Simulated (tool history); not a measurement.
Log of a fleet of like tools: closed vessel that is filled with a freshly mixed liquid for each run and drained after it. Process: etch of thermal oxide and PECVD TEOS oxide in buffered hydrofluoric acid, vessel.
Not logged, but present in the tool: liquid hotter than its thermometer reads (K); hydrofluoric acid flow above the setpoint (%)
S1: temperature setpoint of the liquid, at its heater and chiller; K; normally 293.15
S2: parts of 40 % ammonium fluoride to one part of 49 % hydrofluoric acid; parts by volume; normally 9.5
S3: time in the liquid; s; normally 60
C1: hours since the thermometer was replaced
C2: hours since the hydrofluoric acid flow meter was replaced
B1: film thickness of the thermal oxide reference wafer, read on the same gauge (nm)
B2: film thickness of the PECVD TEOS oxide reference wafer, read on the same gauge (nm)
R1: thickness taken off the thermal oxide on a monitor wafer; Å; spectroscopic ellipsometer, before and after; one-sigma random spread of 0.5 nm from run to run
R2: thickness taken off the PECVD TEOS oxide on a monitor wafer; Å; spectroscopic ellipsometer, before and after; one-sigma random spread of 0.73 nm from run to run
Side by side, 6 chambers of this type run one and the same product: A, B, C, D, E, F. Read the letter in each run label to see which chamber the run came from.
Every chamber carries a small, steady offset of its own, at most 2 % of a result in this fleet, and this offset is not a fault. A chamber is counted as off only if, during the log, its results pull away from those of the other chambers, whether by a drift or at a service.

run   hour      S1    S2  S3      C1      C2      B1      B2      R1       R2
 1E    3.6  293.15   9.5  60   592.9  1305.9  30.014  80.029  584.89  1487.30
 2D   11.2  293.15   9.5  60  1674.5   475.0  30.017  80.004  585.93  1514.40
      15.5  -- chamber A: hydrofluoric acid flow meter replaced
 3F   17.7  293.15   9.5  60  2564.0   780.3  30.027  80.004  594.97  1525.90
 4C   21.9  293.15   9.5  60   378.2    78.8  29.989  80.006  581.08  1554.60
 5B   28.1  293.15   9.5  60   552.9  1509.9  30.029  80.005  591.91  1529.80
 6A   35.0  293.15   9.5  60  1640.6    19.6  30.024  80.021  591.88  1484.20
 7C   39.0  293.15   9.5  60   395.3    95.9  30.004  79.999  582.11  1541.20
      40.3  -- chamber D: hydrofluoric acid flow meter replaced
 8A   43.7  293.15   9.5  75  1649.3    28.3  30.014  80.027  724.52  1871.30
 9F   48.3  293.15   9.5  75  2594.6   810.9  30.011  80.000  728.48  1907.90
10B   52.8  293.15   9.5  75   577.6  1534.6  29.996  80.007  743.97  1911.20
11D   56.5  293.15   9.5  75  1719.8    16.3  30.019  80.008  745.66  1905.90
12E   63.4  293.15   9.5  75   652.7  1365.7  29.987  80.007  724.55  1883.90
13C   70.7  293.15   9.5  75   427.0   127.6  29.965  79.986  746.39  1938.50
14A   74.9  298.15   9.5  60  1680.5    59.5  30.013  79.993  772.61  1966.00
15D   80.2  298.15   9.5  60  1743.5    40.0  29.994  80.025  788.55  2014.60
16E   87.2  298.15   9.5  60   676.5  1389.5  29.994  80.005  773.17  1987.30
17B   90.6  298.15   9.5  60   615.4  1572.4  30.005  79.998  784.40  2014.90
18F   95.5  298.15   9.5  60  2641.8   858.1  30.003  80.023  768.30  2005.10
     101.7  -- chamber F: hydrofluoric acid flow meter replaced
19E  103.4  298.15   9.5  60   692.7  1405.7  30.025  80.006  781.90  1973.80
20B  108.6  293.15   9.5  60   633.4  1590.4  30.005  80.002  590.19  1539.00
21F  114.7  293.15  12.0  80  2661.0    13.0  30.014  79.991  645.97  1651.00
22D  118.6  293.15  12.0  80  1781.9    78.4  30.025  80.006  641.66  1641.40
23A  125.4  293.15  12.0  80  1731.0   110.0  30.031  80.006  627.20  1593.00
24C  131.1  293.15  12.0  80   487.4   188.0  29.985  80.004  628.13  1664.10
25D  137.9  293.15  12.0  80  1801.2    97.7  29.970  80.000  641.63  1621.50
26A  142.4  293.15  12.0  80  1748.0   127.0  30.023  80.005  623.56  1609.80
27C  146.2  293.15   9.5  60   502.5   203.1  30.021  79.978  586.56  1539.60
28B  150.7  293.15   9.5  60   675.5  1632.5  30.008  79.997  599.20  1542.00
29F  157.6  293.15   9.5  35  2703.9    55.9  29.991  79.986  344.95   896.94
30E  165.0  293.15   9.5  35   754.3  1467.3  30.012  80.007  342.38   882.54
31C  170.5  293.15   9.5  35   526.8   227.4  30.008  79.978  342.82   898.84
32F  175.0  293.15   9.5  35  2721.3    73.3  29.965  79.976  350.91   895.34
33D  180.7  293.15   9.5  35  1844.0   140.5  30.022  80.000  347.46   891.19
34E  188.6  293.15   9.5  35   777.9  1490.9  30.023  80.009  344.85   867.86
35B  195.8  290.15   9.5  85   720.6  1677.6  30.032  80.017  715.08  1834.80
36A  201.2  290.15   9.5  85  1806.8   185.8  29.987  80.030  704.87  1788.50
37E  207.5  290.15   9.5  85   796.8  1509.8  29.993  80.028  700.75  1795.90
38C  213.3  290.15   9.5  85   569.6   270.2  29.999  80.015  710.22  1844.50
     219.2  -- chamber F: thermometer replaced
39B  219.3  290.15   9.5  85   744.1  1701.1  29.977  80.029  698.85  1832.30
40D  224.9  290.15   9.5  85  1888.2   184.7  30.016  80.014  713.94  1820.70
41A  232.1  293.15   9.5  60  1837.7   216.7  30.037  80.014  587.54  1494.30
42F  236.7  293.15   9.5  60    17.6   135.0  29.991  79.998  596.45  1526.60
43E  242.3  293.15   9.5  60   831.6  1544.6  29.975  79.998  585.56  1502.50

All chambers now run identical settings, listed one chamber a line with results as question marks. What results will each chamber show?
44A  248.0  293.15  9.5  60                   ?   ?
44B  248.0  293.15  9.5  60                   ?   ?
44C  248.0  293.15  9.5  60                   ?   ?
44D  248.0  293.15  9.5  60                   ?   ?
44E  248.0  293.15  9.5  60                   ?   ?
44F  248.0  293.15  9.5  60                   ?   ?

run      R1       R2
44A  582.44  1499.30
44B  588.04  1527.90
44C  578.65  1552.50
44D  590.66  1519.30
44E  593.32  1505.60
44F  594.88  1520.70
